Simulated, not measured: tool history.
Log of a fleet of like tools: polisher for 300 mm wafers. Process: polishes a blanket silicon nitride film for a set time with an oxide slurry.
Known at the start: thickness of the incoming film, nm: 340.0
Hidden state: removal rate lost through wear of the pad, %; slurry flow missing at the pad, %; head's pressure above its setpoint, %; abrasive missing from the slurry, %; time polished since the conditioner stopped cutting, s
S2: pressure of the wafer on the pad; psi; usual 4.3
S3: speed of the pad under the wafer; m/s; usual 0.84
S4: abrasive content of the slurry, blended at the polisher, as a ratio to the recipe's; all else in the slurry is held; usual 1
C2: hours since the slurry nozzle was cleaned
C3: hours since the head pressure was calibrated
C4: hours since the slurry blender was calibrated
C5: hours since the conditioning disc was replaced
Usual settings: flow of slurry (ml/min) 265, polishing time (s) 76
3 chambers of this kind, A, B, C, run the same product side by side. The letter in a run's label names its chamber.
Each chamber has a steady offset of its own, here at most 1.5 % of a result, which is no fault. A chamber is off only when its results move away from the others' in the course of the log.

-- hour=5.4 chamber A: slurry nozzle cleaned
-- hour=5.6 chamber C: worn pad replaced by a new one
run 1B hour=5.7 | flow_of_slurry_(ml/min)=265 S2=4.3 S3=0.84 S4=1 polishing_time_(s)=76 | wafers_polished_on_this_pad=537 C2=51.6 C3=383.4 C4=75.5 C5=214.9 | film_removed_(angstrom)=560.48
-- hour=9.6 chamber B: conditioning disc replaced and pad reconditioned
run 2A hour=15.4 | flow_of_slurry_(ml/min)=265 S2=4.3 S3=0.84 S4=1 polishing_time_(s)=76 | wafers_polished_on_this_pad=604 C2=10.1 C3=738.6 C4=53.4 C5=68.2 | film_removed_(angstrom)=561.09
run 3C hour=21.8 | flow_of_slurry_(ml/min)=265 S2=4.3 S3=0.84 S4=1 polishing_time_(s)=76 | wafers_polished_on_this_pad=192 C2=64.7 C3=337.2 C4=143.1 C5=29.2 | film_removed_(angstrom)=548.22
run 4B hour=28.2 | flow_of_slurry_(ml/min)=265 S2=4.3 S3=0.84 S4=1 polishing_time_(s)=76 | wafers_polished_on_this_pad=804 C2=74.1 C3=405.9 C4=98 C5=18.7 | film_removed_(angstrom)=538.78
-- hour=28.6 chamber A: worn pad replaced by a new one
run 5A hour=36.3 | flow_of_slurry_(ml/min)=265 S2=4.3 S3=0.84 S4=1 polishing_time_(s)=76 | wafers_polished_on_this_pad=91 C2=31 C3=759.5 C4=74.3 C5=89.1 | film_removed_(angstrom)=563.78
run 6C hour=47.2 | flow_of_slurry_(ml/min)=265 S2=4.3 S3=0.84 S4=1 polishing_time_(s)=76 | wafers_polished_on_this_pad=494 C2=90.1 C3=362.6 C4=168.5 C5=54.6 | film_removed_(angstrom)=563.06
run 7B hour=58.1 | flow_of_slurry_(ml/min)=265 S2=4.3 S3=0.84 S4=1 polishing_time_(s)=76 | wafers_polished_on_this_pad=1159 C2=104 C3=435.8 C4=127.9 C5=48.6 | film_removed_(angstrom)=546.01
-- hour=64.7 chamber C: worn pad replaced by a new one
-- hour=65.3 chamber B: head pressure recalibrated
run 8A hour=68.2 | flow_of_slurry_(ml/min)=265 S2=4.3 S3=1.04 S4=1 polishing_time_(s)=76 | wafers_polished_on_this_pad=470 C2=62.9 C3=791.4 C4=106.2 C5=121 | film_removed_(angstrom)=653.87
-- hour=74 chamber A: slurry blender recalibrated
run 9C hour=74.3 | flow_of_slurry_(ml/min)=265 S2=4.3 S3=1.04 S4=1 polishing_time_(s)=76 | wafers_polished_on_this_pad=115 C2=117.2 C3=389.7 C4=195.6 C5=81.7 | film_removed_(angstrom)=676.42
run 10A hour=81.5 | flow_of_slurry_(ml/min)=265 S2=4.3 S3=1.04 S4=1 polishing_time_(s)=76 | wafers_polished_on_this_pad=628 C2=76.2 C3=804.7 C4=7.6 C5=134.3 | film_removed_(angstrom)=650.77
-- hour=86.9 chamber A: worn pad replaced by a new one
run 11B hour=89.3 | flow_of_slurry_(ml/min)=265 S2=4.3 S3=0.84 S4=1 polishing_time_(s)=76 | wafers_polished_on_this_pad=1530 C2=135.2 C3=24 C4=159.1 C5=79.8 | film_removed_(angstrom)=544.51
-- hour=89.9 chamber B: worn pad replaced by a new one
-- hour=95 chamber C: slurry blender recalibrated
run 12C hour=97.4 | flow_of_slurry_(ml/min)=205 S2=4.3 S3=0.84 S4=1.25 polishing_time_(s)=76 | wafers_polished_on_this_pad=389 C2=140.3 C3=412.8 C4=2.5 C5=104.8 | film_removed_(angstrom)=602.12
run 13C hour=108.9 | flow_of_slurry_(ml/min)=205 S2=4.3 S3=0.84 S4=1.25 polishing_time_(s)=76 | wafers_polished_on_this_pad=526 C2=151.8 C3=424.3 C4=14 C5=116.3 | film_removed_(angstrom)=579
-- hour=110.3 chamber A: head pressure recalibrated
run 14A hour=114.2 | flow_of_slurry_(ml/min)=205 S2=4.3 S3=0.84 S4=1.25 polishing_time_(s)=76 | wafers_polished_on_this_pad=325 C2=108.9 C3=3.9 C4=40.3 C5=167 | film_removed_(angstrom)=649.06
-- hour=120.8 chamber C: worn pad replaced by a new one
run 15B hour=120.9 | flow_of_slurry_(ml/min)=265 S2=4.3 S3=0.56 S4=1 polishing_time_(s)=97 | wafers_polished_on_this_pad=368 C2=166.8 C3=55.6 C4=190.7 C5=111.4 | film_removed_(angstrom)=501.76
run 16A hour=129.4 | flow_of_slurry_(ml/min)=265 S2=4.3 S3=0.56 S4=1 polishing_time_(s)=97 | wafers_polished_on_this_pad=505 C2=124.1 C3=19.1 C4=55.5 C5=182.2 | film_removed_(angstrom)=548.69
run 17B hour=136.5 | flow_of_slurry_(ml/min)=265 S2=4.3 S3=0.56 S4=1 polishing_time_(s)=97 | wafers_polished_on_this_pad=554 C2=182.4 C3=71.2 C4=206.3 C5=127 | film_removed_(angstrom)=501.64
run 18C hour=144.3 | flow_of_slurry_(ml/min)=265 S2=4.3 S3=0.84 S4=1 polishing_time_(s)=76 | wafers_polished_on_this_pad=279 C2=187.2 C3=459.7 C4=49.4 C5=151.7 | film_removed_(angstrom)=560.63
-- hour=150 chamber C: conditioning disc replaced and pad reconditioned
run 19C hour=154.9 | flow_of_slurry_(ml/min)=265 S2=4.3 S3=0.84 S4=1 polishing_time_(s)=76 | wafers_polished_on_this_pad=405 C2=197.8 C3=470.3 C4=60 C5=4.9 | film_removed_(angstrom)=562.59
-- hour=159.4 chamber A: worn pad replaced by a new one
run 20A hour=161.4 | flow_of_slurry_(ml/min)=265 S2=4.3 S3=0.84 S4=1 polishing_time_(s)=76 | wafers_polished_on_this_pad=24 C2=156.1 C3=51.1 C4=87.5 C5=214.2 | film_removed_(angstrom)=604.85
run 21B hour=171.5 | flow_of_slurry_(ml/min)=265 S2=4.3 S3=0.84 S4=1 polishing_time_(s)=76 | wafers_polished_on_this_pad=969 C2=217.4 C3=106.2 C4=241.3 C5=162 | film_removed_(angstrom)=551.45
-- hour=175.9 chamber A: slurry blender recalibrated
run 22B hour=178.8 | flow_of_slurry_(ml/min)=265 S2=4.3 S3=0.84 S4=1 polishing_time_(s)=76 | wafers_polished_on_this_pad=1056 C2=224.7 C3=113.5 C4=248.6 C5=169.3 | film_removed_(angstrom)=550.6
run 23A hour=185 | flow_of_slurry_(ml/min)=265 S2=4.3 S3=0.84 S4=1 polishing_time_(s)=76 | wafers_polished_on_this_pad=304 C2=179.7 C3=74.7 C4=9.1 C5=237.8 | film_removed_(angstrom)=610.32
-- hour=185.5 chamber C: worn pad replaced by a new one
run 24C hour=195.8 | flow_of_slurry_(ml/min)=265 S2=4.3 S3=0.84 S4=1 polishing_time_(s)=76 | wafers_polished_on_this_pad=123 C2=238.7 C3=511.2 C4=100.9 C5=45.8 | film_removed_(angstrom)=553.16
run 25B hour=203.3 | flow_of_slurry_(ml/min)=265 S2=3.8 S3=0.84 S4=1 polishing_time_(s)=63 | wafers_polished_on_this_pad=1347 C2=249.2 C3=138 C4=273.1 C5=193.8 | film_removed_(angstrom)=407.09
run 26C hour=210.6 | flow_of_slurry_(ml/min)=265 S2=3.8 S3=0.84 S4=1 polishing_time_(s)=63 | wafers_polished_on_this_pad=298 C2=253.5 C3=526 C4=115.7 C5=60.6 | film_removed_(angstrom)=408.37

All 3 chambers run these settings next. Forecast each chamber's results:
run 27A hour=219.3 | flow_of_slurry_(ml/min)=265 S2=4.3 S3=0.84 S4=0.85 polishing_time_(s)=76 | film_removed_(angstrom)=?
run 27B hour=219.3 | flow_of_slurry_(ml/min)=265 S2=4.3 S3=0.84 S4=0.85 polishing_time_(s)=76 | film_removed_(angstrom)=?
run 27C hour=219.3 | flow_of_slurry_(ml/min)=265 S2=4.3 S3=0.84 S4=0.85 polishing_time_(s)=76 | film_removed_(angstrom)=?

run=27A film_removed_(angstrom)=566.2
run=27B film_removed_(angstrom)=513.15
run=27C film_removed_(angstrom)=511.79

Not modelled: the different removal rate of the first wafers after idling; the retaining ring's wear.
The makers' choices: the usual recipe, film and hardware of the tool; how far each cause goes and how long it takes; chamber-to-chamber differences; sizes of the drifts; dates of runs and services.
